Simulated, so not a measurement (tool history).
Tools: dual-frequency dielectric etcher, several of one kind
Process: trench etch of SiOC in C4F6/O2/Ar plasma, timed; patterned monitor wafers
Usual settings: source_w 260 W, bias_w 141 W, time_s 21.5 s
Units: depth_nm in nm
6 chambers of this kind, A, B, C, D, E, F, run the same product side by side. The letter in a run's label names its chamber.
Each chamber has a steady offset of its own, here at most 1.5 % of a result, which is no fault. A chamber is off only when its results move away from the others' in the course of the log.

run,hour,source_w,bias_w,time_s,"read-back reference wafer on the same gauge, depth_nm",depth_nm
1B,8.1,260,141,21.5,35.496,35.143
2F,16.7,260,141,21.5,35.501,35.185
3D,22.4,260,141,21.5,35.514,34.562
# hour 29.5: chamber D: wet clean of the chamber
4A,31.1,260,141,21.5,35.521,35.151
5E,41.2,260,141,21.5,35.522,35.211
6C,50.2,260,141,21.5,35.524,35.164
7C,58.7,260,141,21.5,35.529,35.086
8B,64.3,260,141,21.5,35.530,35.147
9E,71.4,260,141,21.5,35.534,35.302
10F,81.2,260,141,16.5,35.543,27.023
11D,86.5,260,141,16.5,35.548,26.505
12A,96.1,260,141,16.5,35.543,26.963
13E,106.8,260,141,16.5,35.552,27.061
14F,117.1,260,141,16.5,35.551,26.999
15D,126.3,260,141,16.5,35.550,26.577
16C,136.3,260,141,21.5,35.557,35.154
# hour 143.0: chamber B: wet clean of the chamber
17A,143.9,260,141,17.5,35.560,28.640
18B,155.3,260,141,17.5,35.571,28.598
19A,165.6,260,141,17.5,35.580,28.589
20F,172.6,260,141,17.5,35.565,28.735
21D,181.1,260,141,17.5,35.575,28.128
22B,186.9,260,141,17.5,35.583,28.648
# hour 196.1: chamber C: wet clean of the chamber
23E,196.1,260,141,21.5,35.585,35.319
24C,202.7,260,141,21.5,35.589,35.226
25B,211.9,230,166,21.5,35.584,35.434
26C,220.0,230,166,21.5,35.605,35.331
27D,226.0,230,166,21.5,35.597,34.762
28E,231.5,230,166,21.5,35.604,35.486
29A,238.7,230,166,21.5,35.596,35.352
30F,245.4,230,166,21.5,35.606,35.398
31F,255.6,260,141,21.5,35.615,35.284
32E,266.8,260,141,21.5,35.614,35.320
33B,272.5,260,141,21.5,35.617,35.185
34D,283.4,260,141,21.5,35.623,34.668
35C,292.7,260,141,21.5,35.631,35.210
36A,303.3,260,141,21.5,35.636,35.247
37B,310.9,260,141,21.5,35.634,35.289
38D,318.4,300,141,15.5,35.641,26.412
39C,329.6,300,141,15.5,35.636,26.882
40E,337.1,300,141,15.5,35.644,26.977
41F,343.0,300,141,15.5,35.642,26.936
# hour 348.5: chamber E: wet clean of the chamber
42A,350.4,300,141,15.5,35.653,26.921
43E,357.5,300,141,15.5,35.659,26.981

Is one chamber off against the others, does the gauge drift, or is nothing wrong? If a chamber is off, say which, and what the likeliest cause is.

The gauge drifts, so all chambers seem to drift together. No chamber is off.
Cause: gauge reads high (%) = 0.455.
